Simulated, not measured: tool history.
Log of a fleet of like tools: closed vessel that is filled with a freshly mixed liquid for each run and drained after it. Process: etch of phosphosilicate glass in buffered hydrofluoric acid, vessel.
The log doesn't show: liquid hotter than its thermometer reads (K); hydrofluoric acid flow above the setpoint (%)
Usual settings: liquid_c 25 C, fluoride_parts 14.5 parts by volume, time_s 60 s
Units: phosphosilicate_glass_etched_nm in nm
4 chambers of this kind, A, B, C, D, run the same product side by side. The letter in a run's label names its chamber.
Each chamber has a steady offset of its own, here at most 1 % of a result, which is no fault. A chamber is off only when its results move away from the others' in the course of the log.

run    day  liquid_c  fluoride_parts  time_s  hours since the thermometer was replaced  hours since the hydrofluoric acid flow meter was replaced  read-back film thickness of the phosphosilicate glass reference wafer, read on the same gauge (nm)  phosphosilicate_glass_etched_nm
 1A  0.325        25            14.5      60                                     633.7                                                      845.1                                                                                              109.98                           195.35
 2C  0.525        25            14.5      60                                     405.9                                                      278.6                                                                                              109.98                           195.29
 3B  0.771        25            14.5      60                                     503.4                                                     1024.6                                                                                              110.02                           194.09
 4D  0.988        25            14.5      60                                    2188.6                                                      583.5                                                                                              110.01                           193.96
 5A  1.346        25            14.5      60                                     658.2                                                      869.6                                                                                              110.03                           197.69
 6B  1.758        25            14.5      60                                     527.1                                                     1048.3                                                                                              109.98                           195.94
 7D  2.038        25            14.5      60                                    2213.8                                                      608.7                                                                                                 110                           195.98
 8C  2.312        25              20      75                                     448.8                                                      321.5                                                                                              109.95                           175.31
 9D  2.608        25              20      75                                    2227.5                                                      622.4                                                                                              110.01                           177.89
10A  2.946        25              20      75                                     696.6                                                        908                                                                                              110.01                           179.66
11B  3.171        25              20      75                                       561                                                     1082.2                                                                                                 110                           178.66
12C  3.542        25            14.5      60                                     478.3                                                        351                                                                                              110.06                           192.98
13A  3.829        25            14.5      60                                     717.8                                                      929.2                                                                                              110.01                           196.83
14C  4.262        27            14.5      60                                     495.6                                                      368.3                                                                                              110.03                           217.15
15D  4.688        27            14.5      60                                    2277.4                                                      672.3                                                                                              109.99                           221.41
16B  5.025        27            14.5      60                                     605.5                                                     1126.7                                                                                              110.04                           218.05
17B  5.446        27            14.5      60                                     615.6                                                     1136.8                                                                                                 110                           217.63
18C  5.788        25            14.5      60                                     532.2                                                      404.9                                                                                              110.02                           195.42
19D  6.004        25            14.5      60                                      2309                                                      703.9                                                                                                 110                           201.81
20A  6.267        25            14.5      60                                     776.3                                                      987.7                                                                                              109.99                           196.63
21A  6.688        25            14.5      60                                     786.4                                                      997.8                                                                                              110.01                           196.02
22B  7.025        23            14.5      75                                     653.5                                                     1174.7                                                                                              110.02                           216.79
23D  7.467        23            14.5      75                                    2344.1                                                        739                                                                                              109.99                           226.51
     7.654  -- chamber C: hydrofluoric acid flow meter replaced
24C  7.679        23            14.5      75                                     577.6                                                        0.6                                                                                              110.03                           217.11
25C  8.104        23            14.5      75                                     587.8                                                       10.8                                                                                              110.02                           218.85
26D  8.508        25            14.5      60                                    2369.1                                                        764                                                                                              109.99                           203.13
27A  8.779        25            14.5      60                                     836.6                                                       1048                                                                                              110.02                           197.74
28B  9.054        25            14.5      90                                     702.2                                                     1223.4                                                                                              110.02                           296.69
29D  9.367        25            14.5      90                                    2389.7                                                      784.6                                                                                              110.02                           305.11
30A  9.662        25            14.5      90                                     857.8                                                     1069.2                                                                                              109.96                           295.93
31C  9.925        25            14.5      90                                     631.5                                                       54.5                                                                                                 110                           286.71

All 4 chambers run these settings next. Forecast each chamber's results:
32A  10.242        25            14.5      60                                                                                                                                                                                                                                         ?
32B  10.242        25            14.5      60                                                                                                                                                                                                                                         ?
32C  10.242        25            14.5      60                                                                                                                                                                                                                                         ?
32D  10.242        25            14.5      60                                                                                                                                                                                                                                         ?

run  phosphosilicate_glass_etched_nm
32A                            198.3
32B                           194.98
32C                           191.06
32D                           208.72

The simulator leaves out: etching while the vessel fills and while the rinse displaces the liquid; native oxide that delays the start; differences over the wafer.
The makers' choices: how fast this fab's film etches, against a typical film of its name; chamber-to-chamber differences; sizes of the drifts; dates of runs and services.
